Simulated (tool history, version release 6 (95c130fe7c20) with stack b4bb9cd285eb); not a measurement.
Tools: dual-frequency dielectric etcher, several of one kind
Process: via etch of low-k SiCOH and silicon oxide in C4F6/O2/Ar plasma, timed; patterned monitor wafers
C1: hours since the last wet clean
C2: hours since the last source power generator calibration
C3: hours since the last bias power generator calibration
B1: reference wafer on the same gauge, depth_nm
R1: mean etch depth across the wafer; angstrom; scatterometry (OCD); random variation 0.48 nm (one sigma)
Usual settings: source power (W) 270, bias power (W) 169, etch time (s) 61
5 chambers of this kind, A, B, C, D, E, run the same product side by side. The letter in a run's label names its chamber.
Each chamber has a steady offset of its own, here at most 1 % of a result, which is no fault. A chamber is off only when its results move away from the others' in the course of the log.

run 1D hour=5.4 | source_power_(W)=270 bias_power_(W)=169 etch_time_(s)=61 | C1=460.6 C2=24.1 C3=2419.7 | B1=159.08 | R1=1339.3
run 2E hour=12.8 | source_power_(W)=270 bias_power_(W)=169 etch_time_(s)=61 | C1=262.9 C2=3267.6 C3=1476.3 | B1=159.04 | R1=1327.4
run 3B hour=23.6 | source_power_(W)=270 bias_power_(W)=169 etch_time_(s)=61 | C1=140.9 C2=824.3 C3=623.2 | B1=158.97 | R1=1341.6
run 4A hour=32.8 | source_power_(W)=270 bias_power_(W)=169 etch_time_(s)=61 | C1=617.2 C2=2023.6 C3=2141.9 | B1=158.93 | R1=1358.7
run 5C hour=39.7 | source_power_(W)=270 bias_power_(W)=169 etch_time_(s)=61 | C1=383.7 C2=2269.3 C3=2083.1 | B1=158.97 | R1=1343
run 6B hour=48.8 | source_power_(W)=270 bias_power_(W)=169 etch_time_(s)=61 | C1=166.1 C2=849.5 C3=648.4 | B1=159.03 | R1=1343.1
-- hour=50.5 chamber C: bias power generator calibrated
-- hour=56 chamber A: wet clean of the chamber
run 7A hour=57.8 | source_power_(W)=270 bias_power_(W)=169 etch_time_(s)=61 | C1=1.9 C2=2048.6 C3=2166.9 | B1=159.07 | R1=1351
run 8D hour=67 | source_power_(W)=220 bias_power_(W)=133 etch_time_(s)=61 | C1=522.2 C2=85.7 C3=2481.3 | B1=158.95 | R1=1153
run 9C hour=73.5 | source_power_(W)=220 bias_power_(W)=133 etch_time_(s)=61 | C1=417.5 C2=2303.1 C3=23 | B1=159.01 | R1=1145.9
-- hour=80.5 chamber D: wet clean of the chamber
run 10E hour=81.9 | source_power_(W)=220 bias_power_(W)=133 etch_time_(s)=61 | C1=332 C2=3336.7 C3=1545.4 | B1=158.8 | R1=1140.8
run 11C hour=88.1 | source_power_(W)=220 bias_power_(W)=133 etch_time_(s)=61 | C1=432.1 C2=2317.7 C3=37.6 | B1=158.95 | R1=1151.4
-- hour=88.2 chamber C: wet clean of the chamber
-- hour=91.3 chamber E: bias power generator calibrated
run 12B hour=95.1 | source_power_(W)=220 bias_power_(W)=133 etch_time_(s)=61 | C1=212.4 C2=895.8 C3=694.7 | B1=159.12 | R1=1149.1
run 13D hour=105.7 | source_power_(W)=270 bias_power_(W)=185 etch_time_(s)=61 | C1=25.3 C2=124.4 C3=2520 | B1=159.01 | R1=1392.3
run 14A hour=114.9 | source_power_(W)=270 bias_power_(W)=185 etch_time_(s)=61 | C1=59 C2=2105.7 C3=2224 | B1=159.1 | R1=1384.9
run 15E hour=120.9 | source_power_(W)=270 bias_power_(W)=185 etch_time_(s)=61 | C1=371 C2=3375.7 C3=29.6 | B1=158.96 | R1=1370.8
run 16D hour=128.5 | source_power_(W)=270 bias_power_(W)=185 etch_time_(s)=61 | C1=48.1 C2=147.2 C3=2542.8 | B1=159.12 | R1=1390.6
run 17C hour=135.6 | source_power_(W)=270 bias_power_(W)=185 etch_time_(s)=61 | C1=47.4 C2=2365.2 C3=85.1 | B1=159.1 | R1=1337.9
run 18A hour=144.7 | source_power_(W)=210 bias_power_(W)=169 etch_time_(s)=45 | C1=88.8 C2=2135.5 C3=2253.8 | B1=159.06 | R1=905.88
run 19B hour=153.2 | source_power_(W)=210 bias_power_(W)=169 etch_time_(s)=45 | C1=270.5 C2=953.9 C3=752.8 | B1=159.2 | R1=897.16
run 20E hour=160.2 | source_power_(W)=210 bias_power_(W)=169 etch_time_(s)=45 | C1=410.3 C2=3415 C3=68.9 | B1=158.87 | R1=890.42
run 21C hour=168.1 | source_power_(W)=210 bias_power_(W)=169 etch_time_(s)=45 | C1=79.9 C2=2397.7 C3=117.6 | B1=159.03 | R1=868.02
run 22A hour=174.8 | source_power_(W)=210 bias_power_(W)=169 etch_time_(s)=45 | C1=118.9 C2=2165.6 C3=2283.9 | B1=159.02 | R1=902.87
run 23E hour=182.2 | source_power_(W)=270 bias_power_(W)=169 etch_time_(s)=61 | C1=432.3 C2=3437 C3=90.9 | B1=158.97 | R1=1328.8
run 24D hour=189.6 | source_power_(W)=270 bias_power_(W)=169 etch_time_(s)=61 | C1=109.2 C2=208.3 C3=2603.9 | B1=159.09 | R1=1336.9
run 25B hour=198.3 | source_power_(W)=270 bias_power_(W)=169 etch_time_(s)=61 | C1=315.6 C2=999 C3=797.9 | B1=159.07 | R1=1351.8
run 26B hour=204.5 | source_power_(W)=270 bias_power_(W)=169 etch_time_(s)=61 | C1=321.8 C2=1005.2 C3=804.1 | B1=158.83 | R1=1341.8
run 27A hour=211.9 | source_power_(W)=270 bias_power_(W)=169 etch_time_(s)=61 | C1=156 C2=2202.7 C3=2321 | B1=159.1 | R1=1343.2
-- hour=218.6 chamber E: wet clean of the chamber
run 28D hour=219.9 | source_power_(W)=330 bias_power_(W)=169 etch_time_(s)=61 | C1=139.5 C2=238.6 C3=2634.2 | B1=159.02 | R1=1450.9
run 29E hour=228.5 | source_power_(W)=330 bias_power_(W)=169 etch_time_(s)=61 | C1=9.9 C2=3483.3 C3=137.2 | B1=159.02 | R1=1436.6
run 30C hour=236 | source_power_(W)=330 bias_power_(W)=169 etch_time_(s)=61 | C1=147.8 C2=2465.6 C3=185.5 | B1=158.91 | R1=1399.8
run 31C hour=241.6 | source_power_(W)=330 bias_power_(W)=169 etch_time_(s)=61 | C1=153.4 C2=2471.2 C3=191.1 | B1=159.04 | R1=1403.6
run 32D hour=247.6 | source_power_(W)=330 bias_power_(W)=169 etch_time_(s)=61 | C1=167.2 C2=266.3 C3=2661.9 | B1=158.96 | R1=1455
run 33E hour=258.2 | source_power_(W)=270 bias_power_(W)=169 etch_time_(s)=61 | C1=39.6 C2=3513 C3=166.9 | B1=158.96 | R1=1338.6
run 34B hour=263.3 | source_power_(W)=270 bias_power_(W)=169 etch_time_(s)=61 | C1=380.6 C2=1064 C3=862.9 | B1=159.01 | R1=1336.8
run 35A hour=270.8 | source_power_(W)=270 bias_power_(W)=169 etch_time_(s)=61 | C1=214.9 C2=2261.6 C3=2379.9 | B1=159.06 | R1=1343.8
run 36B hour=277.2 | source_power_(W)=270 bias_power_(W)=169 etch_time_(s)=61 | C1=394.5 C2=1077.9 C3=876.8 | B1=159.04 | R1=1341.4

All 5 chambers run these settings next. Forecast each chamber's results:
run 37A hour=285 | source_power_(W)=270 bias_power_(W)=136 etch_time_(s)=61 | R1=?
run 37B hour=285 | source_power_(W)=270 bias_power_(W)=136 etch_time_(s)=61 | R1=?
run 37C hour=285 | source_power_(W)=270 bias_power_(W)=136 etch_time_(s)=61 | R1=?
run 37D hour=285 | source_power_(W)=270 bias_power_(W)=136 etch_time_(s)=61 | R1=?
run 37E hour=285 | source_power_(W)=270 bias_power_(W)=136 etch_time_(s)=61 | R1=?

run=37A R1=1269.4
run=37B R1=1256.8
run=37C R1=1211.6
run=37D R1=1254.8
run=37E R1=1237.7
